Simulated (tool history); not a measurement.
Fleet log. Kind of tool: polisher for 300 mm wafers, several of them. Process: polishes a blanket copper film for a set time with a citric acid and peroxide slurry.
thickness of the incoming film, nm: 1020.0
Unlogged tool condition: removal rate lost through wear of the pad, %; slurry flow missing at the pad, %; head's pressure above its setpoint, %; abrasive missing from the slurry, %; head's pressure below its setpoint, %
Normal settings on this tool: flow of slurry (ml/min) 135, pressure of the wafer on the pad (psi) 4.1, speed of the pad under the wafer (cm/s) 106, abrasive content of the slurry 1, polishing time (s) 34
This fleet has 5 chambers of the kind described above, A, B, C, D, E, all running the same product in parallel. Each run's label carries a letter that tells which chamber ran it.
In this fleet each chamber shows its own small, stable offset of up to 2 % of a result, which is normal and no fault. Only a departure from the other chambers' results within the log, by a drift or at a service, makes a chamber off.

run   hour  flow of slurry (ml/min)  pressure of the wafer on the pad (psi)  speed of the pad under the wafer (cm/s)  abrasive content of the slurry  polishing time (s)  wafers polished on this pad  hours since the slurry nozzle was cleaned  hours since the head pressure was calibrated  hours since the slurry blender was calibrated  film removed (Å)
 1C    3.7                      135                                     4.1                                      106                               1                  34                          888                                      178.7                                         710.3                                          201.4            1152.3
 2B    7.5                      135                                     4.1                                      106                               1                  34                          385                                      389.2                                          1185                                             79            1149.9
 3D   11.9                      135                                     4.1                                      106                               1                  34                          425                                      136.4                                          32.7                                           33.1            1157.6
      14.1  -- chamber A: worn pad replaced by a new one
 4A     19                      135                                     4.1                                      106                               1                  34                           46                                      259.1                                         380.1                                           92.9            1168.5
 5E   26.9                      135                                     4.1                                      106                               1                  34                          629                                      271.3                                         468.3                                           99.3            1153.7
 6E     31                      135                                     4.1                                      106                               1                  34                          667                                      275.4                                         472.4                                          103.4            1162.5
        33  -- chamber B: worn pad replaced by a new one
      33.5  -- chamber D: worn pad replaced by a new one
 7B   38.8                      135                                     4.1                                      106                               1                  34                           54                                      420.5                                        1216.3                                          110.3            1122.4
      42.5  -- chamber E: worn pad replaced by a new one
      43.9  -- chamber B: slurry blender recalibrated
 8C   45.2                      135                                     4.1                                      106                               1                  34                         1274                                      220.2                                         751.8                                          242.9            1145.4
 9D   49.7                      135                                     4.1                                      106                               1                  34                          150                                      174.2                                          70.5                                           70.9            1184.8
10A   54.8                      135                                     4.1                                      106                               1                  34                          379                                      294.9                                         415.9                                          128.7            1147.4
      57.7  -- chamber A: head pressure recalibrated
11D   58.9                      135                                     4.1                                      106                               1                  34                          236                                      183.4                                          79.7                                           80.1            1188.3
      61.5  -- chamber C: worn pad replaced by a new one
12E   62.6                      135                                     4.1                                      106                               1                  34                          187                                        307                                           504                                            135            1157.8
      65.3  -- chamber A: worn pad replaced by a new one
13C   69.2                      135                                     4.1                                      106                               1                  34                           72                                      244.2                                         775.8                                          266.9            1136.6
14B   76.3                      135                                     2.8                                      106                               1                  34                          402                                        458                                        1253.8                                           32.5            795.94
15A   81.5                      135                                     2.8                                      106                               1                  34                          151                                      321.6                                          23.8                                          155.4            808.47
16E   89.3                      135                                     2.8                                      106                               1                  34                          435                                      333.7                                         530.7                                          161.7             785.3
      91.3  -- chamber B: head pressure recalibrated
      96.2  -- chamber B: worn pad replaced by a new one
      96.3  -- chamber D: worn pad replaced by a new one
17D   96.9                      135                                     2.8                                      106                               1                  34                            5                                      221.4                                         117.7                                          118.1            802.89
18A  103.2                      135                                     2.8                                      106                               1                  34                          353                                      343.3                                          45.5                                          177.1            802.04
19B  107.8                      175                                     4.1                                      106                            1.15                  34                          108                                      489.5                                          16.5                                             64            1221.8
20C  113.9                      175                                     4.1                                      106                            1.15                  34                          487                                      288.9                                         820.5                                          311.6            1199.7
     117.2  -- chamber A: worn pad replaced by a new one
21A  118.4                      175                                     4.1                                      106                            1.15                  34                           11                                      358.5                                          60.7                                          192.3            1249.1
     119.7  -- chamber A: slurry nozzle cleaned
22D    124                      175                                     4.1                                      106                            1.15                  34                          257                                      248.5                                         144.8                                          145.2            1282.4
       125  -- chamber E: worn pad replaced by a new one
23E  131.8                      175                                     4.1                                      106                            1.15                  34                           63                                      376.2                                         573.2                                          204.2            1245.2
     131.9  -- chamber C: slurry nozzle cleaned
     134.5  -- chamber B: slurry nozzle cleaned
24B  137.1                      135                                     4.1                                      106                               1                  34                          381                                        2.7                                          45.8                                           93.3            1140.6
25C  143.4                      135                                     4.1                                      106                               1                  34                          762                                       11.6                                           850                                          341.1            1102.1
26A  148.4                      135                                     4.1                                      106                               1                  34                          290                                       28.8                                          90.7                                          222.3              1165
27E  153.1                      135                                     4.1                                      106                               1                  34                          261                                      397.5                                         594.5                                          225.5            1165.3
       156  -- chamber B: worn pad replaced by a new one
28D  160.5                      135                                     4.1                                      132                               1                  26                          597                                        285                                         181.3                                          181.7            1122.5
     162.4  -- chamber B: slurry blender recalibrated
29B  166.2                      135                                     4.1                                      132                               1                  26                           95                                       31.8                                          74.9                                            3.9            1096.1
30C  173.1                      135                                     4.1                                      132                               1                  26                         1038                                       41.3                                         879.7                                          370.8            1018.1

Is one chamber out of step, is the gauge drifting, or do the chambers differ by no more than their own small offsets? For an off chamber, give its letter and the likeliest cause.

One chamber, C, drifts off from the rest bit by bit.
Cause: head's pressure below its setpoint, % = 7.37.
It could be hard to tell apart here from: abrasive missing from the slurry, %.

Which of the 4 candidates below, each the usual settings with something changed and its results left as question marks, puts chamber C back in line with what the other chambers give on the usual settings?
In line means no further than this from the other chambers' mean on the usual settings: film removed (Å) 39
31C-1   179                      135                                     4.1                                      104                               1                  34                                                                                                                                                                                      ?
31C-2   179                      135                                     4.1                                      102                               1                  33                                                                                                                                                                                      ?
31C-3   179                      135                                     4.1                                      108                               1                  34                                                                                                                                                                                      ?
31C-4   179                      135                                     4.2                                      108                               1                  35                                                                                                                                                                                      ?

Other chambers, usual settings, mean: film removed (Å) 1157.6
  run  film removed (Å)
31C-1            1054.8
31C-2            1004.7
31C-3              1094
31C-4            1153.5
The answer is 31C-4, which returns the chamber to within the allowed miss of the others.
